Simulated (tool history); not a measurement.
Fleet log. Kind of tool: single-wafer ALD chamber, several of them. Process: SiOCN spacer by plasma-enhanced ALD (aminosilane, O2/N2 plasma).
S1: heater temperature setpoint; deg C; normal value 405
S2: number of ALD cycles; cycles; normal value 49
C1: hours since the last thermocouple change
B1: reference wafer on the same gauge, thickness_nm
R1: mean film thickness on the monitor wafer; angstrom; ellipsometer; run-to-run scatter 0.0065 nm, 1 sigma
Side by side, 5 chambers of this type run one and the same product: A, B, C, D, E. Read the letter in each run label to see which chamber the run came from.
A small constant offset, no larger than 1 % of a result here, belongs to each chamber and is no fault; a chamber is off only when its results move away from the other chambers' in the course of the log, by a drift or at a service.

run   hour   S1  S2      C1      B1      R1
 1E    4.5  405  49  1377.0  2.5400  28.840
 2C   10.0  405  49   678.7  2.5401  28.970
 3D   12.7  405  49  2652.7  2.5416  29.042
 4A   15.6  405  49  1083.6  2.5391  29.404
 5B   20.1  405  49  1277.0  2.5394  29.182
 6D   24.8  405  49  2664.8  2.5396  29.084
 7C   30.3  405  49   699.0  2.5405  29.034
 8B   34.3  405  49  1291.2  2.5401  29.317
 9A   39.0  392  40  1107.0  2.5400  24.282
10E   43.3  392  40  1415.8  2.5392  23.913
11E   47.1  392  40  1419.6  2.5386  23.862
12A   51.6  392  40  1119.6  2.5391  24.335
13B   57.0  392  40  1313.9  2.5394  24.239
14D   60.4  405  49  2700.4  2.5393  29.056
15C   64.8  405  45   733.5  2.5413  26.642
16E   67.4  405  45  1439.9  2.5383  26.622
17B   72.7  405  45  1329.6  2.5396  26.854
18A   75.9  405  45  1143.9  2.5403  26.831
19C   79.5  405  45   748.2  2.5402  26.534
20D   83.3  401  46  2723.3  2.5394  27.526
21B   88.6  401  46  1345.5  2.5401  27.764
22D   92.7  401  46  2732.7  2.5397  27.565
23E   95.5  401  46  1468.0  2.5394  27.399
24C   97.9  401  46   766.6  2.5412  27.552
25A  100.5  405  49  1168.5  2.5406  29.325
26E  103.3  405  49  1475.8  2.5407  28.807
27C  107.1  400  53   775.8  2.5399  31.833
28B  111.3  400  53  1368.2  2.5405  32.203
29A  115.9  400  53  1183.9  2.5392  32.252
30D  120.4  400  53  2760.4  2.5405  31.834
31D  123.8  400  53  2763.8  2.5410  31.896
32C  127.3  405  49   796.0  2.5402  28.885
33A  131.1  405  49  1199.1  2.5411  29.331
34E  133.7  405  49  1506.2  2.5416  28.796
35B  139.2  405  49  1396.1  2.5406  29.203
36E  143.2  405  49  1515.7  2.5419  28.806
37A  146.7  405  49  1214.7  2.5400  29.324
38D  151.0  405  49  2791.0  2.5404  29.055
39C  154.4  405  49   823.1  2.5405  28.955
40B  159.1  405  49  1416.0  2.5391  29.253
41E  163.2  405  49  1535.7  2.5409  28.940
42A  166.2  405  49  1234.2  2.5405  29.411
43C  168.9  405  49   837.6  2.5409  28.959

Read the log: is a single chamber off, either drifting away or since a service, is the gauge that measures every chamber drifting, or is nothing wrong beyond small per-chamber offsets? Name any odd chamber and what most likely caused it.

No chamber stands off beyond its own small offset, and the gauge holds steady.
